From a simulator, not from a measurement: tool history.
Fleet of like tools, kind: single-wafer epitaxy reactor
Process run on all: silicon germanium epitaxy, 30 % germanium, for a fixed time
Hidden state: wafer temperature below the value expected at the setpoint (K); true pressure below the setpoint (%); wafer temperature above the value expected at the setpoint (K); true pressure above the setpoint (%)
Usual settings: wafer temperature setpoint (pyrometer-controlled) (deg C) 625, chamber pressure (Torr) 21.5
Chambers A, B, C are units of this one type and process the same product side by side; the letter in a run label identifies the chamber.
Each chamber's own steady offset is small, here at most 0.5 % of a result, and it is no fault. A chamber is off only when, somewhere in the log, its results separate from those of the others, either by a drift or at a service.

| run | hour | wafer temperature setpoint (pyrometer-controlled) (deg C) | chamber pressure (Torr) | hours since the last pyrometer calibration | hours since the last manometer calibration | read-back reference wafer on the same gauge, thickness_nm | mean film thickness on the monitor wafer (nm) |
|---|---|---|---|---|---|---|---|
| 1A | 6.6 | 625 | 21.5 | 1715.2 | 1089.4 | 108.77 | 94.357 |
| 2C | 16.1 | 625 | 21.5 | 1084.3 | 2055.4 | 108.79 | 94.255 |
| 3B | 21.8 | 625 | 21.5 | 1417.8 | 1588.5 | 108.79 | 94.644 |
| 4A | 32.7 | 625 | 21.5 | 1741.3 | 1115.5 | 108.76 | 95.015 |
| 5C | 38.9 | 625 | 21.5 | 1107.1 | 2078.2 | 108.81 | 94.587 |
| 6B | 48.1 | 625 | 21.5 | 1444.1 | 1614.8 | 108.74 | 94.73 |
| 7C | 59.4 | 625 | 21.5 | 1127.6 | 2098.7 | 108.79 | 94.085 |
| 8A | 68.4 | 625 | 21.5 | 1777 | 1151.2 | 108.81 | 94.569 |
| 9B | 77.7 | 625 | 21.5 | 1473.7 | 1644.4 | 108.72 | 94.98 |
| 10A | 85.4 | 625 | 21.5 | 1794 | 1168.2 | 108.8 | 94.362 |
| 11C | 94.1 | 625 | 21.5 | 1162.3 | 2133.4 | 108.79 | 93.891 |
| 12B | 101.3 | 625 | 25.8 | 1497.3 | 1668 | 108.85 | 101.98 |
|  | 111.2 | chamber A: pyrometer calibrated |
| 13A | 112.1 | 625 | 25.8 | 1 | 1194.9 | 108.81 | 99.878 |
| 14C | 122.8 | 625 | 25.8 | 1191 | 2162.1 | 108.87 | 101.97 |
|  | 127.6 | chamber C: capacitance manometer re-zeroed and calibrated |
| 15B | 132.2 | 629 | 18.3 | 1528.2 | 1698.9 | 108.82 | 95.204 |
|  | 134.6 | chamber A: capacitance manometer re-zeroed and calibrated |
| 16C | 140.2 | 629 | 18.3 | 1208.4 | 12.6 | 108.83 | 94.241 |
| 17B | 150.1 | 629 | 18.3 | 1546.1 | 1716.8 | 108.79 | 95.064 |
| 18A | 161.4 | 625 | 21.5 | 50.3 | 26.8 | 108.82 | 93.007 |
| 19C | 170.4 | 625 | 21.5 | 1238.6 | 42.8 | 108.86 | 94.029 |
| 20A | 175.6 | 625 | 21.5 | 64.5 | 41 | 108.85 | 92.679 |
| 21B | 186 | 636 | 21.5 | 1582 | 1752.7 | 108.75 | 115.15 |
| 22B | 196.6 | 636 | 21.5 | 1592.6 | 1763.3 | 108.86 | 114.15 |
| 23A | 202.7 | 636 | 21.5 | 91.6 | 68.1 | 108.81 | 111.98 |
| 24C | 209.5 | 625 | 21.5 | 1277.7 | 81.9 | 108.87 | 94.202 |
| 25C | 219.8 | 625 | 21.5 | 1288 | 92.2 | 108.79 | 94.469 |
| 26A | 227 | 625 | 21.5 | 115.9 | 92.4 | 108.78 | 92.738 |
| 27B | 232.3 | 625 | 21.5 | 1628.3 | 1799 | 108.78 | 94.608 |
| 28A | 238.1 | 625 | 21.5 | 127 | 103.5 | 108.79 | 93.382 |
| 29B | 247.2 | 625 | 21.5 | 1643.2 | 1813.9 | 108.84 | 94.977 |
| 30C | 254 | 625 | 21.5 | 1322.2 | 126.4 | 108.86 | 94.436 |
| 31A | 260.4 | 612 | 18.2 | 149.3 | 125.8 | 108.79 | 69.536 |
| 32B | 268.5 | 612 | 18.2 | 1664.5 | 1835.2 | 108.81 | 70.961 |
| 33C | 275 | 612 | 18.2 | 1343.2 | 147.4 | 108.81 | 70.254 |
| 34C | 283.6 | 625 | 21.5 | 1351.8 | 156 | 108.77 | 94.21 |
| 35B | 293 | 625 | 21.5 | 1689 | 1859.7 | 108.77 | 94.793 |
| 36A | 300.7 | 625 | 21.5 | 189.6 | 166.1 | 108.84 | 92.964 |

What goes on in this fleet: one chamber off, a drifting gauge, or nothing beyond the chambers' own small offsets? Name the chamber and the cause, if any.

A service on chamber A put it out of line with the rest.
What lies behind it: wafer temperature below the value expected at the setpoint (K) = 1.12.

Which of the 4 candidates below, each the usual settings with something changed and its results left as question marks, puts chamber A back in line with what the other chambers give on the usual settings?
To be in line, a result may differ from the other chambers' mean on the usual settings by at most: mean film thickness on the monitor wafer (nm) 0.84
| 37A-1 | 308.8 | 625 | 20.6 |  |  |  | ? |
| 37A-2 | 308.8 | 625 | 23.3 |  |  |  | ? |
| 37A-3 | 308.8 | 623 | 21.5 |  |  |  | ? |
| 37A-4 | 308.8 | 625 | 22.4 |  |  |  | ? |

Other chambers, usual settings, mean: mean film thickness on the monitor wafer (nm) 94.607
| run | mean film thickness on the monitor wafer (nm) |
|---|---|
| 37A-1 | 91.507 |
| 37A-2 | 96.082 |
| 37A-3 | 89.903 |
| 37A-4 | 94.594 |
The answer is 37A-4, which returns the chamber to within the allowed miss of the others.
